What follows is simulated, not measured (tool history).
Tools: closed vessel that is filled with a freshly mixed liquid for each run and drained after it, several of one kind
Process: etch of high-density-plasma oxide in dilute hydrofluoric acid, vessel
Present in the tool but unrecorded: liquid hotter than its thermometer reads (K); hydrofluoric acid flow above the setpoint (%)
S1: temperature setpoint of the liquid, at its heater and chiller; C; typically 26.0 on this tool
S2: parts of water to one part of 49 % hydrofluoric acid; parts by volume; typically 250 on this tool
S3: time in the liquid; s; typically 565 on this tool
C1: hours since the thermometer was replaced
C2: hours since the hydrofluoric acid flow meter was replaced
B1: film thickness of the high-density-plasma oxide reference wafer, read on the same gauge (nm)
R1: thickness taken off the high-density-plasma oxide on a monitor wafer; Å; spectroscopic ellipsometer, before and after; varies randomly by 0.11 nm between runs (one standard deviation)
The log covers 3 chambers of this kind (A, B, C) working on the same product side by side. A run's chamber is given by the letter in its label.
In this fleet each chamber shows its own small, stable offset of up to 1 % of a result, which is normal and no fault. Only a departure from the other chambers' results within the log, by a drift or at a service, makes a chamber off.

run 1A day=0.154 | S1=26.0 S2=250 S3=565 | C1=1541.8 C2=1696.2 | B1=50.012 | R1=153.640
run 2B day=0.354 | S1=26.0 S2=250 S3=565 | C1=371.6 C2=1065.2 | B1=49.996 | R1=148.660
run 3C day=0.496 | S1=26.0 S2=250 S3=565 | C1=85.7 C2=279.8 | B1=49.966 | R1=152.750
run 4C day=0.629 | S1=26.0 S2=250 S3=565 | C1=88.9 C2=283.0 | B1=49.975 | R1=150.760
run 5B day=0.821 | S1=26.0 S2=250 S3=565 | C1=382.8 C2=1076.4 | B1=50.040 | R1=149.780
run 6A day=1.083 | S1=26.0 S2=250 S3=565 | C1=1564.1 C2=1718.5 | B1=49.987 | R1=152.860
run 7A day=1.258 | S1=26.0 S2=250 S3=565 | C1=1568.3 C2=1722.7 | B1=50.018 | R1=153.820
run 8B day=1.488 | S1=26.0 S2=250 S3=565 | C1=398.8 C2=1092.4 | B1=49.953 | R1=151.420
run 9C day=1.738 | S1=26.0 S2=250 S3=565 | C1=115.5 C2=309.6 | B1=49.963 | R1=151.790
run 10B day=1.879 | S1=26.0 S2=250 S3=565 | C1=408.2 C2=1101.8 | B1=49.985 | R1=149.650
run 11C day=2.067 | S1=26.0 S2=250 S3=565 | C1=123.4 C2=317.5 | B1=50.015 | R1=152.530
run 12A day=2.292 | S1=26.0 S2=250 S3=565 | C1=1593.1 C2=1747.5 | B1=49.973 | R1=151.170
run 13C day=2.462 | S1=26.0 S2=250 S3=565 | C1=132.9 C2=327.0 | B1=50.015 | R1=150.760
run 14A day=2.729 | S1=26.0 S2=250 S3=565 | C1=1603.6 C2=1758.0 | B1=50.016 | R1=151.580
run 15B day=3.017 | S1=26.0 S2=250 S3=565 | C1=435.5 C2=1129.1 | B1=49.997 | R1=151.180
run 16B day=3.275 | S1=26.0 S2=250 S3=565 | C1=441.7 C2=1135.3 | B1=49.969 | R1=149.160
run 17A day=3.458 | S1=26.0 S2=250 S3=565 | C1=1621.1 C2=1775.5 | B1=50.018 | R1=152.980
-- day=3.729 chamber A: hydrofluoric acid flow meter replaced
run 18C day=3.750 | S1=26.0 S2=250 S3=565 | C1=163.8 C2=357.9 | B1=50.019 | R1=151.020
run 19B day=3.946 | S1=26.0 S2=250 S3=565 | C1=457.8 C2=1151.4 | B1=50.042 | R1=150.700
run 20A day=4.112 | S1=26.0 S2=250 S3=565 | C1=1636.8 C2=9.3 | B1=49.993 | R1=153.660
run 21C day=4.254 | S1=26.0 S2=250 S3=565 | C1=175.9 C2=370.0 | B1=50.005 | R1=152.720
run 22A day=4.433 | S1=24.5 S2=355 S3=565 | C1=1644.5 C2=17.0 | B1=50.014 | R1=91.923

Predict what each chamber gives when all 3 of them run the settings below next.
run 23A day=4.646 | S1=24.5 S2=250 S3=565 | R1=?
run 23B day=4.646 | S1=24.5 S2=250 S3=565 | R1=?
run 23C day=4.646 | S1=24.5 S2=250 S3=565 | R1=?

run=23A R1=144.560
run=23B R1=140.700
run=23C R1=143.770
